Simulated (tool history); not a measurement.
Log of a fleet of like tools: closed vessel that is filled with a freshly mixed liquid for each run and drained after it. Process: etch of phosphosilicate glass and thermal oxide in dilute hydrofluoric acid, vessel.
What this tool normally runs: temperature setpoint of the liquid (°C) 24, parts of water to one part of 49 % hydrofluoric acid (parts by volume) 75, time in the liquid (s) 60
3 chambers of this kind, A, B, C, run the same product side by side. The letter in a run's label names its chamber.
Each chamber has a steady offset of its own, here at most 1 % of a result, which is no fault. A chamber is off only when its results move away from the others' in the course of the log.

| run | day | temperature setpoint of the liquid (°C) | parts of water to one part of 49 % hydrofluoric acid (parts by volume) | time in the liquid (s) | hours since the thermometer was replaced | hours since the hydrofluoric acid flow meter was replaced | read-back film thickness of the phosphosilicate glass reference wafer, read on the same gauge (nm) | read-back film thickness of the thermal oxide reference wafer, read on the same gauge (nm) | thickness taken off the phosphosilicate glass on a monitor wafer (Å) | thickness taken off the thermal oxide on a monitor wafer (Å) |
|---|---|---|---|---|---|---|---|---|---|---|
| 1A | 0.175 | 24 | 75 | 60 | 918.5 | 1314.8 | 60.006 | 80.023 | 1145.3 | 38.802 |
| 2B | 0.421 | 24 | 75 | 60 | 217.9 | 1630.5 | 60.033 | 79.994 | 1116.2 | 38.841 |
| 3C | 0.667 | 24 | 75 | 60 | 416.6 | 1432 | 59.978 | 80.014 | 1128 | 38.568 |
| 4A | 0.992 | 24 | 75 | 60 | 938.1 | 1334.4 | 59.986 | 80.004 | 1158.5 | 38.864 |
| 5B | 1.288 | 24 | 75 | 60 | 238.7 | 1651.3 | 59.991 | 80.006 | 1133.3 | 38.433 |
| 6C | 1.542 | 24 | 75 | 60 | 437.6 | 1453 | 60.008 | 80.048 | 1139.3 | 38.698 |
| 7C | 1.775 | 24 | 75 | 85 | 443.2 | 1458.6 | 59.984 | 79.957 | 1596.7 | 55.258 |
| 8B | 2.042 | 24 | 75 | 85 | 256.8 | 1669.4 | 59.95 | 79.99 | 1614.8 | 54.764 |
| 9A | 2.267 | 24 | 75 | 85 | 968.7 | 1365 | 60.02 | 80.001 | 1602.3 | 55.371 |
| 10C | 2.588 | 24 | 75 | 60 | 462.7 | 1478.1 | 59.984 | 79.992 | 1109.4 | 38.624 |
| 11B | 2.775 | 24 | 75 | 85 | 274.4 | 1687 | 59.988 | 80.001 | 1595.3 | 54.949 |
| 12A | 3.092 | 24 | 75 | 85 | 988.5 | 1384.8 | 59.93 | 79.996 | 1599.3 | 54.722 |
| 13A | 3.262 | 24 | 75 | 85 | 992.6 | 1388.9 | 60.014 | 79.985 | 1614.4 | 55.018 |
| 14C | 3.442 | 24 | 75 | 60 | 483.2 | 1498.6 | 59.96 | 80.006 | 1113.7 | 38.476 |
| 15B | 3.583 | 24 | 75 | 60 | 293.8 | 1706.4 | 59.95 | 79.994 | 1152.3 | 38.631 |
| 16C | 3.9 | 24 | 75 | 60 | 494.2 | 1509.6 | 59.983 | 80.027 | 1130.4 | 38.931 |
| 17B | 4.175 | 24 | 75 | 60 | 308 | 1720.6 | 60.018 | 80.037 | 1139 | 38.846 |
| 18A | 4.425 | 24 | 75 | 60 | 1020.5 | 1416.8 | 60.049 | 80.01 | 1151.3 | 38.636 |
| 19C | 4.721 | 24 | 75 | 45 | 513.9 | 1529.3 | 60.058 | 80.019 | 842.91 | 28.85 |
| 20A | 5 | 24 | 75 | 45 | 1034.3 | 1430.6 | 60.05 | 80.029 | 846.73 | 28.811 |
| 21B | 5.325 | 24 | 75 | 45 | 335.6 | 1748.2 | 59.991 | 79.994 | 854.87 | 28.864 |
| 22C | 5.538 | 24 | 75 | 60 | 533.5 | 1548.9 | 59.986 | 80.004 | 1133.3 | 39.085 |
| 23B | 5.775 | 24 | 100 | 80 | 346.4 | 1759 | 59.973 | 79.996 | 1102.9 | 37.833 |
| 24A | 5.925 | 24 | 100 | 80 | 1056.5 | 1452.8 | 59.947 | 79.999 | 1103.7 | 37.724 |
| 25C | 6.071 | 24 | 100 | 80 | 546.3 | 1561.7 | 59.998 | 80.008 | 1080.6 | 37.419 |
| 26A | 6.229 | 24 | 75 | 60 | 1063.8 | 1460.1 | 60.003 | 79.996 | 1123.3 | 39.138 |
| 27B | 6.438 | 24 | 75 | 60 | 362.3 | 1774.9 | 59.989 | 80.035 | 1133.1 | 38.789 |
| 28A | 6.754 | 24 | 75 | 60 | 1076.4 | 1472.7 | 60.016 | 80.026 | 1132.1 | 38.68 |
| 29B | 6.933 | 24 | 75 | 60 | 374.2 | 1786.8 | 60.037 | 80.004 | 1140.5 | 38.797 |
| 30C | 7.192 | 24 | 110 | 60 | 573.2 | 1588.6 | 60.022 | 80.026 | 727.46 | 25.425 |
| 31C | 7.375 | 24 | 110 | 60 | 577.6 | 1593 | 59.979 | 80.02 | 733.09 | 25.212 |
| 32A | 7.683 | 24 | 110 | 60 | 1098.7 | 1495 | 59.96 | 79.969 | 730.76 | 25.705 |
| 33B | 7.921 | 24 | 75 | 60 | 397.9 | 1810.5 | 59.983 | 80.044 | 1136.1 | 38.835 |
| 34A | 8.238 | 24 | 75 | 60 | 1112 | 1508.3 | 59.998 | 80.013 | 1128.6 | 38.376 |
| 35B | 8.388 | 24 | 75 | 60 | 409.1 | 1821.7 | 60.056 | 79.975 | 1136.8 | 38.465 |
| 36C | 8.642 | 24 | 75 | 60 | 608 | 1623.4 | 59.983 | 80.008 | 1103.1 | 38.44 |
| 37B | 8.929 | 24 | 75 | 60 | 422.1 | 1834.7 | 59.983 | 80.009 | 1119 | 38.709 |
| 38A | 9.233 | 24 | 75 | 60 | 1135.9 | 1532.2 | 59.986 | 80.008 | 1154.1 | 38.851 |
| 39C | 9.521 | 24 | 75 | 60 | 629.1 | 1644.5 | 59.988 | 79.965 | 1124.9 | 39.009 |
| 40C | 9.725 | 27.5 | 75 | 70 | 634 | 1649.4 | 59.955 | 80.019 | 1508.7 | 51.766 |
| 41B | 9.938 | 27.5 | 75 | 70 | 446.3 | 1858.9 | 59.984 | 79.997 | 1521.1 | 52.177 |
| 42A | 10.117 | 27.5 | 75 | 70 | 1157.1 | 1553.4 | 60.021 | 80.022 | 1502.9 | 52.805 |
| 43C | 10.292 | 24 | 75 | 60 | 647.6 | 1663 | 60.022 | 80 | 1125.2 | 38.605 |
| 44B | 10.529 | 24 | 75 | 60 | 460.5 | 1873.1 | 59.973 | 80.039 | 1145.8 | 38.569 |

One chamber off, gauge drift, or nothing amiss beyond the chambers' own small offsets? If it is a chamber, which one, and what is the likeliest cause?

The fleet is healthy, with each chamber sitting at its usual small offset and no drift in the gauge.
